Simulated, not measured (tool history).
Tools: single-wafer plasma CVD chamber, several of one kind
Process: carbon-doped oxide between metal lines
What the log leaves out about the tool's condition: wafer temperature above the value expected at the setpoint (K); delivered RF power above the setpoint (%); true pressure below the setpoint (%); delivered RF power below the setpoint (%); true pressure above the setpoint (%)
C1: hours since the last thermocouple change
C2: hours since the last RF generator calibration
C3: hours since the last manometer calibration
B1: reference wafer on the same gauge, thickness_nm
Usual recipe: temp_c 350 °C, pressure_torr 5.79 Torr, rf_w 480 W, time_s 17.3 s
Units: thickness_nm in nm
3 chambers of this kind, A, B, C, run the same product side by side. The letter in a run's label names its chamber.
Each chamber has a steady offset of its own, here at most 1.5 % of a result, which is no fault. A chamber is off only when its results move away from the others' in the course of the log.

{"run": "1A", "hour": 9.9, "temp_c": 350, "pressure_torr": 5.79, "rf_w": 480, "time_s": 17.3, "C1": 1016.2, "C2": 731, "C3": 1282.3, "B1": 79.211, "thickness_nm": 87.225}
{"run": "2B", "hour": 19.2, "temp_c": 350, "pressure_torr": 5.79, "rf_w": 480, "time_s": 17.3, "C1": 446.4, "C2": 430.2, "C3": 1052.5, "B1": 79.193, "thickness_nm": 88.968}
{"hour": 20.9, "done": "chamber C: capacitance manometer re-zeroed and calibrated"}
{"run": "3C", "hour": 24.7, "temp_c": 350, "pressure_torr": 5.79, "rf_w": 480, "time_s": 17.3, "C1": 41.7, "C2": 156.8, "C3": 3.8, "B1": 79.164, "thickness_nm": 88.039}
{"run": "4C", "hour": 30.2, "temp_c": 350, "pressure_torr": 5.79, "rf_w": 480, "time_s": 17.3, "C1": 47.2, "C2": 162.3, "C3": 9.3, "B1": 79.184, "thickness_nm": 88.097}
{"run": "5B", "hour": 37.4, "temp_c": 350, "pressure_torr": 5.79, "rf_w": 480, "time_s": 17.3, "C1": 464.6, "C2": 448.4, "C3": 1070.7, "B1": 79.214, "thickness_nm": 88.912}
{"run": "6A", "hour": 49.3, "temp_c": 350, "pressure_torr": 5.79, "rf_w": 480, "time_s": 20.5, "C1": 1055.6, "C2": 770.4, "C3": 1321.7, "B1": 79.208, "thickness_nm": 103.29}
{"run": "7A", "hour": 55.6, "temp_c": 350, "pressure_torr": 5.79, "rf_w": 480, "time_s": 20.5, "C1": 1061.9, "C2": 776.7, "C3": 1328, "B1": 79.175, "thickness_nm": 103.11}
{"run": "8B", "hour": 66.7, "temp_c": 350, "pressure_torr": 5.79, "rf_w": 480, "time_s": 20.5, "C1": 493.9, "C2": 477.7, "C3": 1100, "B1": 79.161, "thickness_nm": 104.66}
{"run": "9C", "hour": 73.0, "temp_c": 350, "pressure_torr": 5.79, "rf_w": 480, "time_s": 17.3, "C1": 90, "C2": 205.1, "C3": 52.1, "B1": 79.276, "thickness_nm": 87.863}
{"run": "10A", "hour": 80.2, "temp_c": 350, "pressure_torr": 5.79, "rf_w": 480, "time_s": 17.3, "C1": 1086.5, "C2": 801.3, "C3": 1352.6, "B1": 79.232, "thickness_nm": 87.742}
{"run": "11C", "hour": 85.9, "temp_c": 350, "pressure_torr": 5.79, "rf_w": 480, "time_s": 17.3, "C1": 102.9, "C2": 218, "C3": 65, "B1": 79.15, "thickness_nm": 88.403}
{"run": "12B", "hour": 97.8, "temp_c": 350, "pressure_torr": 5.79, "rf_w": 480, "time_s": 17.3, "C1": 525, "C2": 508.8, "C3": 1131.1, "B1": 79.18, "thickness_nm": 88.55}
{"run": "13B", "hour": 105.0, "temp_c": 345, "pressure_torr": 5.79, "rf_w": 480, "time_s": 17.3, "C1": 532.2, "C2": 516, "C3": 1138.3, "B1": 79.23, "thickness_nm": 89.914}
{"run": "14C", "hour": 110.9, "temp_c": 345, "pressure_torr": 5.79, "rf_w": 480, "time_s": 17.3, "C1": 127.9, "C2": 243, "C3": 90, "B1": 79.173, "thickness_nm": 89.585}
{"run": "15A", "hour": 117.8, "temp_c": 345, "pressure_torr": 5.79, "rf_w": 480, "time_s": 17.3, "C1": 1124.1, "C2": 838.9, "C3": 1390.2, "B1": 79.215, "thickness_nm": 88.614}
{"run": "16B", "hour": 127.6, "temp_c": 350, "pressure_torr": 5.79, "rf_w": 480, "time_s": 17.3, "C1": 554.8, "C2": 538.6, "C3": 1160.9, "B1": 79.254, "thickness_nm": 88.858}
{"run": "17C", "hour": 134.7, "temp_c": 350, "pressure_torr": 5.79, "rf_w": 480, "time_s": 17.3, "C1": 151.7, "C2": 266.8, "C3": 113.8, "B1": 79.204, "thickness_nm": 87.99}
{"run": "18A", "hour": 141.7, "temp_c": 350, "pressure_torr": 5.79, "rf_w": 480, "time_s": 17.3, "C1": 1148, "C2": 862.8, "C3": 1414.1, "B1": 79.239, "thickness_nm": 87.298}
{"run": "19B", "hour": 149.7, "temp_c": 350, "pressure_torr": 5.79, "rf_w": 480, "time_s": 17.3, "C1": 576.9, "C2": 560.7, "C3": 1183, "B1": 79.242, "thickness_nm": 88.305}
{"run": "20A", "hour": 158.8, "temp_c": 350, "pressure_torr": 5.79, "rf_w": 480, "time_s": 17.3, "C1": 1165.1, "C2": 879.9, "C3": 1431.2, "B1": 79.2, "thickness_nm": 87.054}
{"run": "21C", "hour": 169.4, "temp_c": 350, "pressure_torr": 5.79, "rf_w": 480, "time_s": 17.3, "C1": 186.4, "C2": 301.5, "C3": 148.5, "B1": 79.204, "thickness_nm": 88.471}
{"run": "22A", "hour": 176.4, "temp_c": 337, "pressure_torr": 5.79, "rf_w": 480, "time_s": 20.2, "C1": 1182.7, "C2": 897.5, "C3": 1448.8, "B1": 79.176, "thickness_nm": 106.21}
{"hour": 183.0, "done": "chamber A: capacitance manometer re-zeroed and calibrated"}
{"run": "23B", "hour": 185.7, "temp_c": 337, "pressure_torr": 5.79, "rf_w": 480, "time_s": 20.2, "C1": 612.9, "C2": 596.7, "C3": 1219, "B1": 79.18, "thickness_nm": 107.25}
{"run": "24C", "hour": 192.2, "temp_c": 337, "pressure_torr": 5.79, "rf_w": 480, "time_s": 20.2, "C1": 209.2, "C2": 324.3, "C3": 171.3, "B1": 79.22, "thickness_nm": 106.69}
{"run": "25C", "hour": 201.2, "temp_c": 350, "pressure_torr": 5.79, "rf_w": 480, "time_s": 17.3, "C1": 218.2, "C2": 333.3, "C3": 180.3, "B1": 79.217, "thickness_nm": 88.413}
{"run": "26B", "hour": 208.3, "temp_c": 350, "pressure_torr": 5.79, "rf_w": 480, "time_s": 17.3, "C1": 635.5, "C2": 619.3, "C3": 1241.6, "B1": 79.233, "thickness_nm": 88.429}
{"run": "27A", "hour": 218.0, "temp_c": 350, "pressure_torr": 5.79, "rf_w": 480, "time_s": 17.3, "C1": 1224.3, "C2": 939.1, "C3": 35, "B1": 79.186, "thickness_nm": 87.247}
{"run": "28A", "hour": 223.5, "temp_c": 350, "pressure_torr": 5.79, "rf_w": 480, "time_s": 17.3, "C1": 1229.8, "C2": 944.6, "C3": 40.5, "B1": 79.168, "thickness_nm": 87.231}
{"run": "29C", "hour": 229.2, "temp_c": 350, "pressure_torr": 5.79, "rf_w": 480, "time_s": 17.3, "C1": 246.2, "C2": 361.3, "C3": 208.3, "B1": 79.206, "thickness_nm": 87.782}
{"run": "30B", "hour": 240.1, "temp_c": 350, "pressure_torr": 5.79, "rf_w": 480, "time_s": 17.3, "C1": 667.3, "C2": 651.1, "C3": 1273.4, "B1": 79.253, "thickness_nm": 88.618}
{"run": "31C", "hour": 247.5, "temp_c": 350, "pressure_torr": 5.79, "rf_w": 480, "time_s": 17.3, "C1": 264.5, "C2": 379.6, "C3": 226.6, "B1": 79.226, "thickness_nm": 88.01}
{"run": "32A", "hour": 253.4, "temp_c": 350, "pressure_torr": 5.79, "rf_w": 480, "time_s": 17.3, "C1": 1259.7, "C2": 974.5, "C3": 70.4, "B1": 79.222, "thickness_nm": 87.211}
{"run": "33B", "hour": 263.8, "temp_c": 350, "pressure_torr": 5.79, "rf_w": 480, "time_s": 14.8, "C1": 691, "C2": 674.8, "C3": 1297.1, "B1": 79.241, "thickness_nm": 75.781}
{"run": "34A", "hour": 275.8, "temp_c": 350, "pressure_torr": 5.79, "rf_w": 480, "time_s": 14.8, "C1": 1282.1, "C2": 996.9, "C3": 92.8, "B1": 79.196, "thickness_nm": 74.714}
{"run": "35C", "hour": 281.4, "temp_c": 350, "pressure_torr": 5.79, "rf_w": 480, "time_s": 14.8, "C1": 298.4, "C2": 413.5, "C3": 260.5, "B1": 79.184, "thickness_nm": 76.105}
{"run": "36B", "hour": 292.7, "temp_c": 350, "pressure_torr": 5.79, "rf_w": 480, "time_s": 17.3, "C1": 719.9, "C2": 703.7, "C3": 1326, "B1": 79.245, "thickness_nm": 88.354}
{"run": "37A", "hour": 299.2, "temp_c": 350, "pressure_torr": 5.79, "rf_w": 390, "time_s": 15.4, "C1": 1305.5, "C2": 1020.3, "C3": 116.2, "B1": 79.217, "thickness_nm": 66.734}
{"run": "38B", "hour": 309.1, "temp_c": 350, "pressure_torr": 5.79, "rf_w": 390, "time_s": 15.4, "C1": 736.3, "C2": 720.1, "C3": 1342.4, "B1": 79.191, "thickness_nm": 68.637}
{"run": "39C", "hour": 320.7, "temp_c": 350, "pressure_torr": 5.79, "rf_w": 390, "time_s": 15.4, "C1": 337.7, "C2": 452.8, "C3": 299.8, "B1": 79.194, "thickness_nm": 67.67}
{"run": "40A", "hour": 330.8, "temp_c": 350, "pressure_torr": 5.79, "rf_w": 480, "time_s": 17.3, "C1": 1337.1, "C2": 1051.9, "C3": 147.8, "B1": 79.215, "thickness_nm": 87.786}
{"run": "41B", "hour": 339.0, "temp_c": 350, "pressure_torr": 5.79, "rf_w": 480, "time_s": 17.3, "C1": 766.2, "C2": 750, "C3": 1372.3, "B1": 79.211, "thickness_nm": 88.575}
{"run": "42C", "hour": 349.2, "temp_c": 350, "pressure_torr": 5.79, "rf_w": 480, "time_s": 17.3, "C1": 366.2, "C2": 481.3, "C3": 328.3, "B1": 79.26, "thickness_nm": 88.424}
{"run": "43A", "hour": 354.5, "temp_c": 350, "pressure_torr": 5.79, "rf_w": 480, "time_s": 17.3, "C1": 1360.8, "C2": 1075.6, "C3": 171.5, "B1": 79.251, "thickness_nm": 86.797}
{"run": "44C", "hour": 360.0, "temp_c": 350, "pressure_torr": 5.79, "rf_w": 480, "time_s": 17.3, "C1": 377, "C2": 492.1, "C3": 339.1, "B1": 79.237, "thickness_nm": 88.201}

Next, all 3 chambers run the settings below, one line each with question marks for the results. What does each chamber give?
{"run": "45A", "hour": 368.6, "temp_c": 350, "pressure_torr": 5.79, "rf_w": 480, "time_s": 20.5, "thickness_nm": "?"}
{"run": "45B", "hour": 368.6, "temp_c": 350, "pressure_torr": 5.79, "rf_w": 480, "time_s": 20.5, "thickness_nm": "?"}
{"run": "45C", "hour": 368.6, "temp_c": 350, "pressure_torr": 5.79, "rf_w": 480, "time_s": 20.5, "thickness_nm": "?"}

run=45A thickness_nm=102.73
run=45B thickness_nm=104.52
run=45C thickness_nm=104.42
